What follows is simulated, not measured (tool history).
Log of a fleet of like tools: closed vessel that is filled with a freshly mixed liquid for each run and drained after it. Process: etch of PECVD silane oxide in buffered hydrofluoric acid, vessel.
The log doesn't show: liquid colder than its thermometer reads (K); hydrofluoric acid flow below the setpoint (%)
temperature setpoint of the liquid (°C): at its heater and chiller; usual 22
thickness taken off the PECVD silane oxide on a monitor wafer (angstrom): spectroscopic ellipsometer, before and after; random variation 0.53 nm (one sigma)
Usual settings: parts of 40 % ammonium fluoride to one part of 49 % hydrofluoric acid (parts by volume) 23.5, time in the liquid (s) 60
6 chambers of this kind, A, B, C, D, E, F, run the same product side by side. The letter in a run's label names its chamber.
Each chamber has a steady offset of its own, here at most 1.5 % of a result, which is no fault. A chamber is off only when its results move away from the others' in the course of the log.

| run | hour | temperature setpoint of the liquid (°C) | parts of 40 % ammonium fluoride to one part of 49 % hydrofluoric acid (parts by volume) | time in the liquid (s) | hours since the thermometer was replaced | hours since the hydrofluoric acid flow meter was replaced | read-back film thickness of the PECVD silane oxide reference wafer, read on the same gauge (nm) | thickness taken off the PECVD silane oxide on a monitor wafer (angstrom) |
|---|---|---|---|---|---|---|---|---|
| 1A | 12.1 | 22 | 23.5 | 60 | 128.1 | 202.5 | 140.03 | 977.64 |
| 2E | 21.1 | 22 | 23.5 | 60 | 713 | 59.4 | 140.04 | 967.44 |
| 3C | 32.5 | 22 | 23.5 | 60 | 559.4 | 731.2 | 139.96 | 958.99 |
| 4B | 43.4 | 22 | 23.5 | 60 | 646.6 | 1354.4 | 140.01 | 980.86 |
| 5F | 51.5 | 22 | 23.5 | 60 | 1896.3 | 230.4 | 140 | 982.51 |
| 6D | 62.4 | 22 | 23.5 | 60 | 816.8 | 819.7 | 139.97 | 952.99 |
| 7C | 71.6 | 22 | 23.5 | 60 | 598.5 | 770.3 | 139.99 | 966.36 |
| 8F | 81.5 | 22 | 27 | 50 | 1926.3 | 260.4 | 139.98 | 738.96 |
| 9A | 93.1 | 22 | 27 | 50 | 209.1 | 283.5 | 140.02 | 732.45 |
| 10B | 102.2 | 22 | 27 | 50 | 705.4 | 1413.2 | 140.01 | 730.99 |
| 11E | 111.8 | 22 | 27 | 50 | 803.7 | 150.1 | 140.05 | 735.21 |
| 12D | 124.3 | 22 | 27 | 50 | 878.7 | 881.6 | 139.99 | 714.12 |
| 13E | 133.2 | 22 | 27 | 50 | 825.1 | 171.5 | 140.06 | 743.52 |
| 14C | 142.5 | 22 | 23.5 | 60 | 669.4 | 841.2 | 139.99 | 964.34 |
| 15F | 151.7 | 17 | 23.5 | 60 | 1996.5 | 330.6 | 140.02 | 742.42 |
| 16A | 163.5 | 17 | 23.5 | 60 | 279.5 | 353.9 | 139.99 | 727.11 |
| 17B | 174 | 17 | 23.5 | 60 | 777.2 | 1485 | 139.99 | 731.52 |
| 18D | 180 | 17 | 23.5 | 60 | 934.4 | 937.3 | 140.01 | 708.49 |
| 19B | 186.7 | 17 | 23.5 | 60 | 789.9 | 1497.7 | 140.03 | 732.41 |
| 20F | 195.5 | 17 | 23.5 | 60 | 2040.3 | 374.4 | 139.99 | 739.13 |
| 21A | 206 | 22 | 23.5 | 60 | 322 | 396.4 | 139.99 | 960.86 |
| 22E | 214.4 | 22 | 23.5 | 60 | 906.3 | 252.7 | 140.02 | 975.77 |
| 23C | 224.4 | 22 | 23.5 | 60 | 751.3 | 923.1 | 140.01 | 963.16 |
|  | 226.4 | chamber B: hydrofluoric acid flow meter replaced |
| 24D | 233.3 | 24 | 23.5 | 60 | 987.7 | 990.6 | 139.99 | 1034.9 |
| 25E | 243.4 | 24 | 23.5 | 60 | 935.3 | 281.7 | 140.03 | 1086.6 |
| 26D | 249.3 | 24 | 23.5 | 60 | 1003.7 | 1006.6 | 139.96 | 1028.6 |
| 27A | 257.7 | 24 | 23.5 | 60 | 373.7 | 448.1 | 139.95 | 1080.5 |
|  | 262.4 | chamber D: thermometer replaced |
| 28F | 268.8 | 24 | 23.5 | 60 | 2113.6 | 447.7 | 139.99 | 1087.5 |
| 29B | 279.3 | 24 | 23.5 | 60 | 882.5 | 53 | 140 | 1096 |
| 30C | 291.9 | 22 | 23.5 | 60 | 818.8 | 990.6 | 140.03 | 957.83 |
| 31A | 304.5 | 26 | 23.5 | 30 | 420.5 | 494.9 | 139.98 | 601.05 |
| 32E | 313.9 | 26 | 23.5 | 30 | 1005.8 | 352.2 | 140.01 | 600.48 |
| 33C | 319.9 | 26 | 23.5 | 30 | 846.8 | 1018.6 | 140.01 | 596.78 |
| 34D | 327.7 | 26 | 23.5 | 30 | 65.3 | 1085 | 140 | 570.54 |
| 35F | 339.9 | 26 | 23.5 | 30 | 2184.7 | 518.8 | 140.04 | 612.85 |
| 36B | 350 | 26 | 23.5 | 30 | 953.2 | 123.7 | 139.98 | 607.16 |
| 37D | 356.8 | 22 | 23.5 | 60 | 94.4 | 1114.1 | 140 | 903.94 |

All 6 chambers run these settings next. Forecast each chamber's results:
| 38A | 365.8 | 22 | 17.5 | 60 |  |  |  | ? |
| 38B | 365.8 | 22 | 17.5 | 60 |  |  |  | ? |
| 38C | 365.8 | 22 | 17.5 | 60 |  |  |  | ? |
| 38D | 365.8 | 22 | 17.5 | 60 |  |  |  | ? |
| 38E | 365.8 | 22 | 17.5 | 60 |  |  |  | ? |
| 38F | 365.8 | 22 | 17.5 | 60 |  |  |  | ? |

| run | thickness taken off the PECVD silane oxide on a monitor wafer (angstrom) |
|---|---|
| 38A | 1230.4 |
| 38B | 1246.6 |
| 38C | 1210 |
| 38D | 1116.4 |
| 38E | 1242.5 |
| 38F | 1262.1 |
